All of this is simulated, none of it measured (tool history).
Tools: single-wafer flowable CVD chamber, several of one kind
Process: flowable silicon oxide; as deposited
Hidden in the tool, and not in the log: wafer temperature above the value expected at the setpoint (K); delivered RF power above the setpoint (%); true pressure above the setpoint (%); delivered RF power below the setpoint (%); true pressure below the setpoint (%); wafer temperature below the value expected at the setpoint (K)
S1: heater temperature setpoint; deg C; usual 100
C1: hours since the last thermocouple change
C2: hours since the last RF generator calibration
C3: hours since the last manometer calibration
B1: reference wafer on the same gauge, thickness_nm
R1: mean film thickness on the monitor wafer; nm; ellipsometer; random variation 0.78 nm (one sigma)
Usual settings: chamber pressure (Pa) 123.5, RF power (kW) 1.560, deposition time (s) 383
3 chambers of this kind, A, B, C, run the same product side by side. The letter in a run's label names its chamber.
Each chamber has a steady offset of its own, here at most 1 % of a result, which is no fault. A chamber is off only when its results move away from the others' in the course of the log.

{"hour": 2.1, "done": "chamber C: RF generator calibrated"}
{"run": "1C", "hour": 10.9, "S1": 100, "chamber pressure (Pa)": 123.5, "RF power (kW)": 1.56, "deposition time (s)": 383, "C1": 235.8, "C2": 8.8, "C3": 1393.9, "B1": 253.94, "R1": 263.34}
{"run": "2B", "hour": 20.1, "S1": 100, "chamber pressure (Pa)": 123.5, "RF power (kW)": 1.56, "deposition time (s)": 383, "C1": 398.2, "C2": 822.6, "C3": 419.4, "B1": 254.16, "R1": 265.55}
{"run": "3A", "hour": 29.5, "S1": 100, "chamber pressure (Pa)": 123.5, "RF power (kW)": 1.56, "deposition time (s)": 383, "C1": 912.9, "C2": 744.5, "C3": 904.8, "B1": 253.82, "R1": 265.95}
{"run": "4B", "hour": 40.4, "S1": 100, "chamber pressure (Pa)": 123.5, "RF power (kW)": 1.56, "deposition time (s)": 383, "C1": 418.5, "C2": 842.9, "C3": 439.7, "B1": 254.14, "R1": 265.19}
{"run": "5C", "hour": 49.3, "S1": 100, "chamber pressure (Pa)": 123.5, "RF power (kW)": 1.56, "deposition time (s)": 383, "C1": 274.2, "C2": 47.2, "C3": 1432.3, "B1": 254.12, "R1": 264.35}
{"run": "6A", "hour": 55.7, "S1": 100, "chamber pressure (Pa)": 123.5, "RF power (kW)": 1.56, "deposition time (s)": 445, "C1": 939.1, "C2": 770.7, "C3": 931.0, "B1": 254.15, "R1": 307.61}
{"run": "7A", "hour": 63.5, "S1": 100, "chamber pressure (Pa)": 123.5, "RF power (kW)": 1.56, "deposition time (s)": 445, "C1": 946.9, "C2": 778.5, "C3": 938.8, "B1": 253.87, "R1": 307.16}
{"run": "8C", "hour": 70.0, "S1": 100, "chamber pressure (Pa)": 123.5, "RF power (kW)": 1.56, "deposition time (s)": 445, "C1": 294.9, "C2": 67.9, "C3": 1453.0, "B1": 254.08, "R1": 306.22}
{"run": "9B", "hour": 80.8, "S1": 100, "chamber pressure (Pa)": 123.5, "RF power (kW)": 1.56, "deposition time (s)": 383, "C1": 458.9, "C2": 883.3, "C3": 480.1, "B1": 254.22, "R1": 265.75}
{"run": "10B", "hour": 90.3, "S1": 86, "chamber pressure (Pa)": 123.5, "RF power (kW)": 1.56, "deposition time (s)": 383, "C1": 468.4, "C2": 892.8, "C3": 489.6, "B1": 253.98, "R1": 413.39}
{"run": "11C", "hour": 100.5, "S1": 86, "chamber pressure (Pa)": 123.5, "RF power (kW)": 1.56, "deposition time (s)": 383, "C1": 325.4, "C2": 98.4, "C3": 1483.5, "B1": 253.86, "R1": 410.89}
{"run": "12A", "hour": 112.3, "S1": 86, "chamber pressure (Pa)": 123.5, "RF power (kW)": 1.56, "deposition time (s)": 383, "C1": 995.7, "C2": 827.3, "C3": 987.6, "B1": 254.03, "R1": 414.59}
{"run": "13C", "hour": 120.8, "S1": 100, "chamber pressure (Pa)": 123.5, "RF power (kW)": 1.56, "deposition time (s)": 383, "C1": 345.7, "C2": 118.7, "C3": 1503.8, "B1": 254.11, "R1": 263.94}
{"hour": 121.7, "done": "chamber A: RF generator calibrated"}
{"run": "14A", "hour": 129.4, "S1": 100, "chamber pressure (Pa)": 123.5, "RF power (kW)": 1.56, "deposition time (s)": 383, "C1": 1012.8, "C2": 7.7, "C3": 1004.7, "B1": 253.97, "R1": 264.12}
{"run": "15B", "hour": 136.6, "S1": 100, "chamber pressure (Pa)": 123.5, "RF power (kW)": 1.56, "deposition time (s)": 383, "C1": 514.7, "C2": 939.1, "C3": 535.9, "B1": 254.06, "R1": 263.54}
{"run": "16C", "hour": 148.0, "S1": 100, "chamber pressure (Pa)": 123.5, "RF power (kW)": 1.56, "deposition time (s)": 383, "C1": 372.9, "C2": 145.9, "C3": 1531.0, "B1": 254.03, "R1": 264.68}
{"run": "17A", "hour": 157.5, "S1": 100, "chamber pressure (Pa)": 123.5, "RF power (kW)": 1.56, "deposition time (s)": 383, "C1": 1040.9, "C2": 35.8, "C3": 1032.8, "B1": 254.01, "R1": 263.93}
{"run": "18B", "hour": 166.7, "S1": 100, "chamber pressure (Pa)": 123.5, "RF power (kW)": 1.56, "deposition time (s)": 383, "C1": 544.8, "C2": 969.2, "C3": 566.0, "B1": 254.12, "R1": 262.9}
{"run": "19C", "hour": 172.6, "S1": 100, "chamber pressure (Pa)": 123.5, "RF power (kW)": 1.56, "deposition time (s)": 383, "C1": 397.5, "C2": 170.5, "C3": 1555.6, "B1": 253.96, "R1": 262.56}
{"run": "20A", "hour": 181.3, "S1": 100, "chamber pressure (Pa)": 123.5, "RF power (kW)": 1.56, "deposition time (s)": 383, "C1": 1064.7, "C2": 59.6, "C3": 1056.6, "B1": 254.27, "R1": 264.69}
{"run": "21B", "hour": 187.6, "S1": 100, "chamber pressure (Pa)": 123.5, "RF power (kW)": 1.56, "deposition time (s)": 383, "C1": 565.7, "C2": 990.1, "C3": 586.9, "B1": 254.02, "R1": 263.37}
{"run": "22C", "hour": 197.4, "S1": 92, "chamber pressure (Pa)": 123.5, "RF power (kW)": 1.775, "deposition time (s)": 383, "C1": 422.3, "C2": 195.3, "C3": 1580.4, "B1": 253.97, "R1": 356.3}
{"run": "23B", "hour": 202.9, "S1": 92, "chamber pressure (Pa)": 123.5, "RF power (kW)": 1.775, "deposition time (s)": 383, "C1": 581.0, "C2": 1005.4, "C3": 602.2, "B1": 253.83, "R1": 351.63}
{"run": "24A", "hour": 208.8, "S1": 92, "chamber pressure (Pa)": 123.5, "RF power (kW)": 1.775, "deposition time (s)": 383, "C1": 1092.2, "C2": 87.1, "C3": 1084.1, "B1": 254.06, "R1": 358.79}
{"run": "25B", "hour": 220.4, "S1": 100, "chamber pressure (Pa)": 123.5, "RF power (kW)": 1.56, "deposition time (s)": 383, "C1": 598.5, "C2": 1022.9, "C3": 619.7, "B1": 254.0, "R1": 261.15}
{"run": "26C", "hour": 226.9, "S1": 100, "chamber pressure (Pa)": 123.5, "RF power (kW)": 1.56, "deposition time (s)": 383, "C1": 451.8, "C2": 224.8, "C3": 1609.9, "B1": 254.12, "R1": 263.43}
{"run": "27A", "hour": 232.2, "S1": 100, "chamber pressure (Pa)": 123.5, "RF power (kW)": 1.39, "deposition time (s)": 356, "C1": 1115.6, "C2": 110.5, "C3": 1107.5, "B1": 253.99, "R1": 236.82}
{"run": "28A", "hour": 238.6, "S1": 100, "chamber pressure (Pa)": 123.5, "RF power (kW)": 1.39, "deposition time (s)": 356, "C1": 1122.0, "C2": 116.9, "C3": 1113.9, "B1": 254.14, "R1": 236.24}
{"run": "29C", "hour": 244.6, "S1": 100, "chamber pressure (Pa)": 123.5, "RF power (kW)": 1.39, "deposition time (s)": 356, "C1": 469.5, "C2": 242.5, "C3": 1627.6, "B1": 253.97, "R1": 235.05}
{"run": "30B", "hour": 249.8, "S1": 100, "chamber pressure (Pa)": 123.5, "RF power (kW)": 1.56, "deposition time (s)": 383, "C1": 627.9, "C2": 1052.3, "C3": 649.1, "B1": 253.95, "R1": 260.6}
{"run": "31A", "hour": 257.5, "S1": 100, "chamber pressure (Pa)": 139.7, "RF power (kW)": 1.56, "deposition time (s)": 308, "C1": 1140.9, "C2": 135.8, "C3": 1132.8, "B1": 254.07, "R1": 247.04}
{"hour": 262.9, "done": "chamber B: RF generator calibrated"}
{"run": "32C", "hour": 264.9, "S1": 100, "chamber pressure (Pa)": 139.7, "RF power (kW)": 1.56, "deposition time (s)": 308, "C1": 489.8, "C2": 262.8, "C3": 1647.9, "B1": 254.01, "R1": 246.89}
{"run": "33B", "hour": 275.3, "S1": 100, "chamber pressure (Pa)": 139.7, "RF power (kW)": 1.56, "deposition time (s)": 308, "C1": 653.4, "C2": 12.5, "C3": 674.6, "B1": 253.87, "R1": 242.68}
{"run": "34A", "hour": 285.0, "S1": 100, "chamber pressure (Pa)": 123.5, "RF power (kW)": 1.56, "deposition time (s)": 383, "C1": 1168.4, "C2": 163.3, "C3": 1160.3, "B1": 253.86, "R1": 264.7}
{"run": "35B", "hour": 292.8, "S1": 100, "chamber pressure (Pa)": 123.5, "RF power (kW)": 1.56, "deposition time (s)": 383, "C1": 670.9, "C2": 30.0, "C3": 692.1, "B1": 254.08, "R1": 259.91}
{"run": "36C", "hour": 304.4, "S1": 100, "chamber pressure (Pa)": 123.5, "RF power (kW)": 1.56, "deposition time (s)": 383, "C1": 529.3, "C2": 302.3, "C3": 1687.4, "B1": 253.96, "R1": 264.93}
{"run": "37C", "hour": 315.4, "S1": 100, "chamber pressure (Pa)": 123.5, "RF power (kW)": 1.56, "deposition time (s)": 383, "C1": 540.3, "C2": 313.3, "C3": 1698.4, "B1": 253.91, "R1": 264.78}
{"run": "38A", "hour": 324.3, "S1": 100, "chamber pressure (Pa)": 123.5, "RF power (kW)": 1.56, "deposition time (s)": 383, "C1": 1207.7, "C2": 202.6, "C3": 1199.6, "B1": 253.99, "R1": 266.13}
{"run": "39B", "hour": 334.6, "S1": 100, "chamber pressure (Pa)": 123.5, "RF power (kW)": 1.56, "deposition time (s)": 383, "C1": 712.7, "C2": 71.8, "C3": 733.9, "B1": 254.1, "R1": 259.65}
{"run": "40B", "hour": 345.0, "S1": 100, "chamber pressure (Pa)": 123.5, "RF power (kW)": 1.56, "deposition time (s)": 383, "C1": 723.1, "C2": 82.2, "C3": 744.3, "B1": 253.98, "R1": 258.72}
{"run": "41A", "hour": 355.7, "S1": 100, "chamber pressure (Pa)": 123.5, "RF power (kW)": 1.56, "deposition time (s)": 383, "C1": 1239.1, "C2": 234.0, "C3": 1231.0, "B1": 254.15, "R1": 264.86}

Next, every chamber runs the same settings. What will each give?
{"run": "42A", "hour": 364.3, "S1": 100, "chamber pressure (Pa)": 123.5, "RF power (kW)": 1.56, "deposition time (s)": 452, "R1": "?"}
{"run": "42B", "hour": 364.3, "S1": 100, "chamber pressure (Pa)": 123.5, "RF power (kW)": 1.56, "deposition time (s)": 452, "R1": "?"}
{"run": "42C", "hour": 364.3, "S1": 100, "chamber pressure (Pa)": 123.5, "RF power (kW)": 1.56, "deposition time (s)": 452, "R1": "?"}

run=42A R1=313.01
run=42B R1=305.46
run=42C R1=310.81
